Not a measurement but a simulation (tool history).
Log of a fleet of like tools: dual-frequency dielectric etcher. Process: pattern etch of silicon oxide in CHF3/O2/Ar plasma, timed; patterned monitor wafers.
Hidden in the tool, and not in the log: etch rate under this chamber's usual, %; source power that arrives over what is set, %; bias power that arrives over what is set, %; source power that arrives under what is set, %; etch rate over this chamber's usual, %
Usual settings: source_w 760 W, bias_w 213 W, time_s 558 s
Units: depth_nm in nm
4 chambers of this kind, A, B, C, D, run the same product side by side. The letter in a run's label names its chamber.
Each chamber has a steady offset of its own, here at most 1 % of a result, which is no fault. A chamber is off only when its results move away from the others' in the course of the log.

run,day,source_w,bias_w,time_s,hours since the last wet clean,hours since the last source power generator calibration,hours since the last bias power generator calibration,"read-back reference wafer on the same gauge, depth_nm",depth_nm
1D,0.429,760,213,558,222,1585.1,1536.2,1408.9,1282.8
2B,0.621,760,213,558,109.8,110.9,228.5,1409.9,1293.6
3C,0.867,760,213,558,310.8,1046.3,3239,1408.9,1283.6
4A,1.171,760,213,558,172.3,3909.8,1714.7,1410.3,1290.1
5B,1.379,620,213,497,128,129.1,246.7,1409.5,1068.3
6D,1.621,620,213,497,250.6,1613.7,1564.8,1408.6,1055.3
7A,1.992,620,213,497,192,3929.5,1734.4,1408.3,1059.2
8C,2.275,620,213,497,344.6,1080.1,3272.8,1411.2,1053.4
9D,2.562,760,213,558,273.2,1636.3,1587.4,1411.5,1272.7
10C,2.754,760,213,558,356.1,1091.6,3284.3,1411.3,1291.2
11B,2.954,760,213,558,165.8,166.9,284.5,1410.8,1272.9
12A,3.304,760,213,558,223.5,3961,1765.9,1408.4,1280.4
13B,3.65,760,213,558,182.5,183.6,301.2,1410,1282.6
14C,3.958,760,213,558,385,1120.5,3313.2,1410.3,1291.3
15A,4.358,760,213,558,248.8,3986.3,1791.2,1410.3,1272.5
16D,4.675,760,213,558,323.9,1687,1638.1,1410,1288
17C,4.912,910,213,494.5,407.9,1143.4,3336.1,1409.6,1215.7
18D,5.162,910,213,494.5,335.6,1698.7,1649.8,1410.4,1214
19B,5.488,910,213,494.5,226.6,227.7,345.3,1410.9,1196.2
20A,5.721,910,213,494.5,281.5,4019,1823.9,1409.4,1214.1
21D,6.117,760,213,558,358.5,1721.6,1672.7,1409.3,1275.1
22C,6.408,760,213,558,443.8,1179.3,3372,1411.8,1283.3
23B,6.796,760,213,558,258,259.1,376.7,1408.8,1261.3
24A,7.121,760,213,558,315.1,4052.6,1857.5,1410,1276.5
25D,7.433,760,213,558,390.1,1753.2,1704.3,1410.9,1282.7
26C,7.717,900,250,558,475.2,1210.7,3403.4,1409.6,1462.5
27B,8.125,900,250,558,289.9,291,408.6,1410,1412.9
# day 8.212: chamber C: wet clean of the chamber
28A,8.4,900,250,558,345.8,4083.3,1888.2,1409.1,1439.9
29D,8.738,900,250,558,421.4,1784.5,1735.6,1409.4,1450.3
# day 8.988: chamber A: wet clean of the chamber
30A,9.162,840,254,558,4.2,4101.6,1906.5,1408.1,1412.6
31B,9.392,840,254,558,320.3,321.4,439,1408.4,1363
32C,9.775,840,254,558,37.5,1260.1,3452.8,1411,1429.1
33C,10,840,254,558,42.9,1265.5,3458.2,1410.9,1419.3
34D,10.312,760,213,558,459.2,1822.3,1773.4,1410.2,1286.4
35A,10.533,760,213,558,37.1,4134.5,1939.4,1412.7,1284
36B,10.967,760,213,558,358.1,359.2,476.8,1410.4,1247
# day 11.071: chamber D: wet clean of the chamber
37B,11.279,600,213,558,365.6,366.7,484.3,1410.5,1134.7
38A,11.546,600,213,558,61.4,4158.8,1963.7,1410.2,1165.7
39D,11.779,600,213,558,17,1857.5,1808.6,1410.9,1172.6
40C,12.125,600,213,558,93.9,1316.5,3509.2,1409.2,1180.1
41B,12.421,760,213,558,393,394.1,511.7,1410.5,1225.4
42D,12.846,760,213,558,42.6,1883.1,1834.2,1409.5,1283.7

What goes on in this fleet: one chamber off, a drifting gauge, or nothing beyond the chambers' own small offsets? Name the chamber and the cause, if any.

Chamber B drifts away from the others.
Cause: etch rate under this chamber's usual, % = 4.42.

Here are 4 candidates for chamber B's next run, each the usual settings with a change, their results left as question marks. Which one brings its results back in line with what the others give on the usual settings?
In line means no further than this from the other chambers' mean on the usual settings: depth_nm 20 nm
43B-1,13.162,710,201,558,,,,,?
43B-2,13.162,760,213,516,,,,,?
43B-3,13.162,810,225,558,,,,,?
43B-4,13.162,770,213,596,,,,,?

The other chambers' mean on the usual settings: depth_nm 1281.1 nm
run,depth_nm
43B-1,1169.7
43B-2,1131.7
43B-3,1277.1
43B-4,1313.7
43B-3 brings the chamber back in line.

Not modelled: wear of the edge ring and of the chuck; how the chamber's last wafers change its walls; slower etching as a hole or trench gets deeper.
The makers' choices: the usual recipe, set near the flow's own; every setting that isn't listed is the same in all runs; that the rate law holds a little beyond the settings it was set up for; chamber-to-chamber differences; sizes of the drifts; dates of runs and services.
